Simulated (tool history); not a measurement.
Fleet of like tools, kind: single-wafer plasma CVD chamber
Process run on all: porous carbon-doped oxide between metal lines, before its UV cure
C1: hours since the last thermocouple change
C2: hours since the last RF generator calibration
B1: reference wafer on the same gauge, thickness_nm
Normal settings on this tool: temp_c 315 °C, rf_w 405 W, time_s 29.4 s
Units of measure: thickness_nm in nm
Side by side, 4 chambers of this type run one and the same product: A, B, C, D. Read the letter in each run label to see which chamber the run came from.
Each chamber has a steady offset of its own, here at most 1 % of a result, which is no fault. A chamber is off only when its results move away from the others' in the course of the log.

{"run": "1A", "day": 0.542, "temp_c": 315, "rf_w": 405, "time_s": 29.4, "C1": 1449, "C2": 991.2, "B1": 117.99, "thickness_nm": 126.22}
{"run": "2D", "day": 0.967, "temp_c": 315, "rf_w": 405, "time_s": 29.4, "C1": 342.7, "C2": 1520.3, "B1": 117.94, "thickness_nm": 124.7}
{"run": "3C", "day": 1.267, "temp_c": 315, "rf_w": 405, "time_s": 29.4, "C1": 41.2, "C2": 683.2, "B1": 117.93, "thickness_nm": 124.78}
{"run": "4B", "day": 1.55, "temp_c": 315, "rf_w": 405, "time_s": 29.4, "C1": 1937.4, "C2": 1352.5, "B1": 117.93, "thickness_nm": 125.85}
{"run": "5C", "day": 1.85, "temp_c": 315, "rf_w": 405, "time_s": 29.4, "C1": 55.2, "C2": 697.2, "B1": 117.87, "thickness_nm": 124.56}
{"run": "6D", "day": 2.112, "temp_c": 315, "rf_w": 405, "time_s": 29.4, "C1": 370.2, "C2": 1547.8, "B1": 117.88, "thickness_nm": 124.69}
{"run": "7A", "day": 2.646, "temp_c": 303, "rf_w": 405, "time_s": 29.4, "C1": 1499.5, "C2": 1041.7, "B1": 117.87, "thickness_nm": 134.56}
{"run": "8B", "day": 2.938, "temp_c": 303, "rf_w": 405, "time_s": 29.4, "C1": 1970.7, "C2": 1385.8, "B1": 117.84, "thickness_nm": 134.1}
{"run": "9D", "day": 3.246, "temp_c": 303, "rf_w": 405, "time_s": 29.4, "C1": 397.4, "C2": 1575, "B1": 117.81, "thickness_nm": 132.88}
{"run": "10B", "day": 3.633, "temp_c": 303, "rf_w": 405, "time_s": 29.4, "C1": 1987.4, "C2": 1402.5, "B1": 117.78, "thickness_nm": 134.09}
{"run": "11A", "day": 4.058, "temp_c": 315, "rf_w": 405, "time_s": 29.4, "C1": 1533.4, "C2": 1075.6, "B1": 117.76, "thickness_nm": 126.22}
{"run": "12C", "day": 4.55, "temp_c": 315, "rf_w": 405, "time_s": 29.4, "C1": 120, "C2": 762, "B1": 117.78, "thickness_nm": 124.65}
{"run": "13A", "day": 4.9, "temp_c": 315, "rf_w": 405, "time_s": 29.4, "C1": 1553.6, "C2": 1095.8, "B1": 117.74, "thickness_nm": 126.2}
{"run": "14B", "day": 5.258, "temp_c": 329, "rf_w": 405, "time_s": 29.4, "C1": 2026.4, "C2": 1441.5, "B1": 117.75, "thickness_nm": 117.45}
{"run": "15C", "day": 5.525, "temp_c": 329, "rf_w": 405, "time_s": 29.4, "C1": 143.4, "C2": 785.4, "B1": 117.71, "thickness_nm": 116.36}
{"run": "16D", "day": 6.033, "temp_c": 329, "rf_w": 405, "time_s": 29.4, "C1": 464.3, "C2": 1641.9, "B1": 117.68, "thickness_nm": 116.25}
{"run": "17D", "day": 6.5, "temp_c": 329, "rf_w": 405, "time_s": 29.4, "C1": 475.5, "C2": 1653.1, "B1": 117.68, "thickness_nm": 116.11}
{"run": "18C", "day": 6.888, "temp_c": 315, "rf_w": 405, "time_s": 29.4, "C1": 176.1, "C2": 818.1, "B1": 117.62, "thickness_nm": 124.22}
{"run": "19B", "day": 7.304, "temp_c": 315, "rf_w": 405, "time_s": 29.4, "C1": 2075.5, "C2": 1490.6, "B1": 117.56, "thickness_nm": 125.92}
{"run": "20A", "day": 7.604, "temp_c": 315, "rf_w": 405, "time_s": 34.7, "C1": 1618.5, "C2": 1160.7, "B1": 117.6, "thickness_nm": 147.84}
{"day": 7.762, "done": "chamber A: thermocouple changed; heater temperature recalibrated"}
{"run": "21C", "day": 8.088, "temp_c": 315, "rf_w": 405, "time_s": 34.7, "C1": 204.9, "C2": 846.9, "B1": 117.59, "thickness_nm": 145.99}
{"run": "22B", "day": 8.379, "temp_c": 315, "rf_w": 405, "time_s": 34.7, "C1": 2101.3, "C2": 1516.4, "B1": 117.57, "thickness_nm": 147.34}
{"run": "23A", "day": 8.971, "temp_c": 315, "rf_w": 405, "time_s": 34.7, "C1": 29.1, "C2": 1193.5, "B1": 117.54, "thickness_nm": 147.62}
{"run": "24D", "day": 9.404, "temp_c": 315, "rf_w": 405, "time_s": 29.4, "C1": 545.2, "C2": 1722.8, "B1": 117.47, "thickness_nm": 124.4}

All 4 chambers run these settings next. Forecast each chamber's results:
{"run": "25A", "day": 9.833, "temp_c": 315, "rf_w": 405, "time_s": 29.4, "thickness_nm": "?"}
{"run": "25B", "day": 9.833, "temp_c": 315, "rf_w": 405, "time_s": 29.4, "thickness_nm": "?"}
{"run": "25C", "day": 9.833, "temp_c": 315, "rf_w": 405, "time_s": 29.4, "thickness_nm": "?"}
{"run": "25D", "day": 9.833, "temp_c": 315, "rf_w": 405, "time_s": 29.4, "thickness_nm": "?"}

run=25A thickness_nm=125.85
run=25B thickness_nm=125.46
run=25C thickness_nm=124.22
run=25D thickness_nm=124.26
